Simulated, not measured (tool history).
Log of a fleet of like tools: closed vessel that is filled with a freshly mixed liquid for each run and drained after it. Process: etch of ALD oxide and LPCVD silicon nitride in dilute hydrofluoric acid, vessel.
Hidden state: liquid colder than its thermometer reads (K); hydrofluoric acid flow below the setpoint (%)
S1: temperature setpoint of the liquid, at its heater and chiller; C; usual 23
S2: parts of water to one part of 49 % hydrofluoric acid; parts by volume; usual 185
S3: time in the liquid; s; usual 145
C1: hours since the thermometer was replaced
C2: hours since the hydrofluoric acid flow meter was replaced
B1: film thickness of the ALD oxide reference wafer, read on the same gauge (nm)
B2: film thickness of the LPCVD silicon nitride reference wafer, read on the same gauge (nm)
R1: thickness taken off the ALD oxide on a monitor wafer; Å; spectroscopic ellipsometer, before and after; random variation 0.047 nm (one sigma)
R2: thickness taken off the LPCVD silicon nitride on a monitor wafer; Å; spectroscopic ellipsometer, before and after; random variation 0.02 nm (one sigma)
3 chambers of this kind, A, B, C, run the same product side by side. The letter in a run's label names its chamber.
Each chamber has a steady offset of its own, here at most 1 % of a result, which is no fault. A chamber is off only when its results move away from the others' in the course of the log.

Run 1C, hour 5.4: usual settings; C1 1717.2; C2 547.2; B1 49.977; B2 150.02. Result: R1 86.498 Å, R2 2.7254 Å.
Run 2A, hour 15.0: usual settings; C1 1309.6; C2 86.9; B1 49.993; B2 149.98. Result: R1 87.221 Å, R2 3.4825 Å.
Run 3B, hour 26.8: usual settings; C1 319.5; C2 486.4; B1 49.997; B2 150.04. Result: R1 87.713 Å, R2 3.3648 Å.
Run 4B, hour 32.7: usual settings; C1 325.4; C2 492.3; B1 49.996; B2 149.99. Result: R1 87.854 Å, R2 3.3286 Å.
Run 5C, hour 41.8: usual settings; C1 1753.6; C2 583.6; B1 50.004; B2 150.02. Result: R1 87.029 Å, R2 3.1461 Å.
Run 6A, hour 53.4: usual settings; C1 1348.0; C2 125.3; B1 50.025; B2 150.01. Result: R1 86.609 Å, R2 3.4172 Å.
Run 7A, hour 62.0: usual settings; C1 1356.6; C2 133.9; B1 50.022; B2 149.99. Result: R1 87.743 Å, R2 2.7999 Å.
Run 8C, hour 69.6: usual settings but S2 120 parts by volume; C1 1781.4; C2 611.4; B1 49.994; B2 150.00. Result: R1 144.380 Å, R2 4.9109 Å.
Run 9B, hour 78.5: usual settings but S2 120 parts by volume; C1 371.2; C2 538.1; B1 49.988; B2 149.95. Result: R1 144.120 Å, R2 4.9377 Å.
Run 10C, hour 89.4: usual settings but S2 120 parts by volume; C1 1801.2; C2 631.2; B1 49.993; B2 149.99. Result: R1 144.730 Å, R2 4.8196 Å.
Run 11B, hour 98.6: usual settings; C1 391.3; C2 558.2; B1 49.985; B2 149.95. Result: R1 87.205 Å, R2 3.4541 Å.
Run 12A, hour 108.4: usual settings; C1 1403.0; C2 180.3; B1 50.028; B2 149.98. Result: R1 87.133 Å, R2 3.6281 Å.
Run 13B, hour 116.7: usual settings; C1 409.4; C2 576.3; B1 50.020; B2 150.00. Result: R1 87.402 Å, R2 3.2317 Å.
At hour 118.7: chamber B: hydrofluoric acid flow meter replaced.
Run 14A, hour 128.1: usual settings; C1 1422.7; C2 200.0; B1 50.021; B2 149.99. Result: R1 87.188 Å, R2 3.2125 Å.
Run 15C, hour 135.7: usual settings; C1 1847.5; C2 677.5; B1 50.017; B2 149.99. Result: R1 87.341 Å, R2 3.2206 Å.
Run 16A, hour 142.2: usual settings; C1 1436.8; C2 214.1; B1 49.992; B2 149.99. Result: R1 86.579 Å, R2 2.9876 Å.
Run 17C, hour 147.8: usual settings; C1 1859.6; C2 689.6; B1 49.999; B2 150.02. Result: R1 87.547 Å, R2 3.5412 Å.
Run 18B, hour 158.4: usual settings but S3 175 s; C1 451.1; C2 39.7; B1 50.014; B2 150.01. Result: R1 106.510 Å, R2 3.8956 Å.
Run 19C, hour 169.4: usual settings but S3 175 s; C1 1881.2; C2 711.2; B1 50.020; B2 150.01. Result: R1 106.030 Å, R2 3.9554 Å.
Run 20B, hour 180.3: usual settings but S3 175 s; C1 473.0; C2 61.6; B1 50.007; B2 150.00. Result: R1 105.280 Å, R2 4.0174 Å.
Run 21A, hour 190.7: usual settings; C1 1485.3; C2 262.6; B1 49.987; B2 150.01. Result: R1 86.612 Å, R2 3.0339 Å.
Run 22C, hour 201.4: usual settings; C1 1913.2; C2 743.2; B1 50.007; B2 150.00. Result: R1 87.692 Å, R2 3.4696 Å.
Run 23B, hour 211.6: usual settings; C1 504.3; C2 92.9; B1 49.998; B2 150.02. Result: R1 88.081 Å, R2 3.1396 Å.
Run 24A, hour 219.6: usual settings; C1 1514.2; C2 291.5; B1 49.987; B2 150.01. Result: R1 86.955 Å, R2 3.3988 Å.
Run 25A, hour 229.7: usual settings; C1 1524.3; C2 301.6; B1 50.018; B2 150.04. Result: R1 86.895 Å, R2 3.2098 Å.
Run 26B, hour 241.3: usual settings; C1 534.0; C2 122.6; B1 49.988; B2 150.00. Result: R1 87.725 Å, R2 3.5451 Å.
Run 27C, hour 247.8: usual settings; C1 1959.6; C2 789.6; B1 50.007; B2 149.98. Result: R1 87.955 Å, R2 3.1274 Å.
Run 28C, hour 254.0: usual settings but S2 245 parts by volume; C1 1965.8; C2 795.8; B1 50.011; B2 149.98. Result: R1 62.145 Å, R2 2.5935 Å.
Run 29B, hour 265.5: usual settings but S2 245 parts by volume; C1 558.2; C2 146.8; B1 49.986; B2 149.98. Result: R1 62.384 Å, R2 2.5823 Å.
Run 30A, hour 271.8: usual settings but S2 245 parts by volume; C1 1566.4; C2 343.7; B1 49.996; B2 150.03. Result: R1 61.679 Å, R2 2.7564 Å.
Run 31B, hour 282.8: usual settings; C1 575.5; C2 164.1; B1 49.999; B2 150.00. Result: R1 88.098 Å, R2 3.4632 Å.
Run 32C, hour 289.8: usual settings; C1 2001.6; C2 831.6; B1 49.977; B2 150.04. Result: R1 86.790 Å, R2 3.3728 Å.
Run 33A, hour 298.3: usual settings; C1 1592.9; C2 370.2; B1 49.994; B2 150.01. Result: R1 86.659 Å, R2 3.4177 Å.
Run 34B, hour 305.6: usual settings; C1 598.3; C2 186.9; B1 49.989; B2 149.96. Result: R1 87.418 Å, R2 3.3866 Å.
Run 35A, hour 311.9: usual settings; C1 1606.5; C2 383.8; B1 49.988; B2 150.00. Result: R1 86.962 Å, R2 3.2197 Å.
Run 36C, hour 319.6: usual settings; C1 2031.4; C2 861.4; B1 50.038; B2 150.00. Result: R1 87.380 Å, R2 3.2736 Å.
Run 37B, hour 329.4: usual settings; C1 622.1; C2 210.7; B1 50.015; B2 149.98. Result: R1 88.172 Å, R2 3.2497 Å.
Run 38A, hour 341.3: usual settings; C1 1635.9; C2 413.2; B1 49.996; B2 150.01. Result: R1 87.346 Å, R2 3.5396 Å.
Run 39C, hour 353.1: usual settings; C1 2064.9; C2 894.9; B1 50.033; B2 150.00. Result: R1 87.224 Å, R2 3.2123 Å.
Run 40A, hour 363.3: usual settings; C1 1657.9; C2 435.2; B1 49.990; B2 150.05. Result: R1 87.649 Å, R2 3.4625 Å.
Run 41C, hour 371.4: usual settings; C1 2083.2; C2 913.2; B1 50.017; B2 149.96. Result: R1 87.215 Å, R2 2.8591 Å.

What goes on in this fleet: one chamber off, a drifting gauge, or nothing beyond the chambers' own small offsets? Name the chamber and the cause, if any.

No chamber stands off beyond its own small offset, and the gauge holds steady.

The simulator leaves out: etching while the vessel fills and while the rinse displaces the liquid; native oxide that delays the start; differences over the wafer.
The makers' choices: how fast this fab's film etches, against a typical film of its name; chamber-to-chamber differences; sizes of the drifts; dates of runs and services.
